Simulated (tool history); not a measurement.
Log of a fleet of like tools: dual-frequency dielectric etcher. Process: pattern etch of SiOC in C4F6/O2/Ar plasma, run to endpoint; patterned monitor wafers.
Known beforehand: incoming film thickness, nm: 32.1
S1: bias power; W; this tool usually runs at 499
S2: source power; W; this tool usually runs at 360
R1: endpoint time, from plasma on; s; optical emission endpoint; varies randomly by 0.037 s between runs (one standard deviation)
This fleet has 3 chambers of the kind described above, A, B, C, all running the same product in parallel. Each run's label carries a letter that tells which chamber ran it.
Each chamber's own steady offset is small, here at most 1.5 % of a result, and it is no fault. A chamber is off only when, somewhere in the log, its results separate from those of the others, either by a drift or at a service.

Run 1C, hour 5.4: usual settings. Result: R1 11.286 s.
Run 2A, hour 10.9: usual settings. Result: R1 11.191 s.
At hour 11.0: chamber A: wet clean of the chamber.
Run 3B, hour 20.8: usual settings. Result: R1 11.120 s.
Run 4A, hour 31.1: usual settings. Result: R1 11.257 s.
Run 5C, hour 37.5: usual settings. Result: R1 11.236 s.
Run 6B, hour 45.0: usual settings. Result: R1 11.128 s.
Run 7B, hour 54.1: usual settings. Result: R1 11.060 s.
Run 8C, hour 64.1: usual settings. Result: R1 11.346 s.
Run 9A, hour 73.9: usual settings. Result: R1 11.259 s.
Run 10C, hour 84.5: usual settings. Result: R1 11.227 s.
Run 11A, hour 90.5: usual settings. Result: R1 11.254 s.
Run 12B, hour 99.6: usual settings. Result: R1 11.085 s.
Run 13C, hour 109.6: usual settings. Result: R1 11.356 s.
Run 14A, hour 116.0: usual settings. Result: R1 11.262 s.
Run 15B, hour 123.1: usual settings. Result: R1 11.080 s.
Run 16A, hour 133.5: usual settings. Result: R1 11.214 s.
Run 17C, hour 139.4: usual settings. Result: R1 11.495 s.
Run 18B, hour 145.6: usual settings. Result: R1 11.113 s.
Run 19C, hour 152.7: usual settings but S1 540 W, S2 400 W. Result: R1 10.733 s.
Run 20A, hour 159.1: usual settings but S1 540 W, S2 400 W. Result: R1 10.454 s.
Run 21B, hour 166.1: usual settings but S1 540 W, S2 400 W. Result: R1 10.308 s.
Run 22A, hour 173.9: usual settings. Result: R1 11.207 s.
Run 23C, hour 179.1: usual settings but S2 400 W. Result: R1 11.147 s.
Run 24B, hour 186.7: usual settings but S2 400 W. Result: R1 10.680 s.
Run 25A, hour 193.6: usual settings but S2 400 W. Result: R1 10.777 s.
Run 26C, hour 204.9: usual settings. Result: R1 11.671 s.
Run 27B, hour 212.9: usual settings. Result: R1 11.129 s.
Run 28B, hour 223.9: usual settings but S1 383 W, S2 300 W. Result: R1 13.123 s.
Run 29A, hour 230.4: usual settings but S1 383 W, S2 300 W. Result: R1 13.197 s.
Run 30C, hour 238.4: usual settings but S1 383 W, S2 300 W. Result: R1 13.855 s.
Run 31A, hour 244.0: usual settings but S1 437 W, S2 400 W. Result: R1 11.352 s.

All chambers now run identical settings, listed one chamber a line with results as question marks. What results will each chamber show?
Run 32A, hour 252.1: usual settings. Result: R1 ?.
Run 32B, hour 252.1: usual settings. Result: R1 ?.
Run 32C, hour 252.1: usual settings. Result: R1 ?.

run      R1
32A  11.222
32B  11.103
32C  11.766

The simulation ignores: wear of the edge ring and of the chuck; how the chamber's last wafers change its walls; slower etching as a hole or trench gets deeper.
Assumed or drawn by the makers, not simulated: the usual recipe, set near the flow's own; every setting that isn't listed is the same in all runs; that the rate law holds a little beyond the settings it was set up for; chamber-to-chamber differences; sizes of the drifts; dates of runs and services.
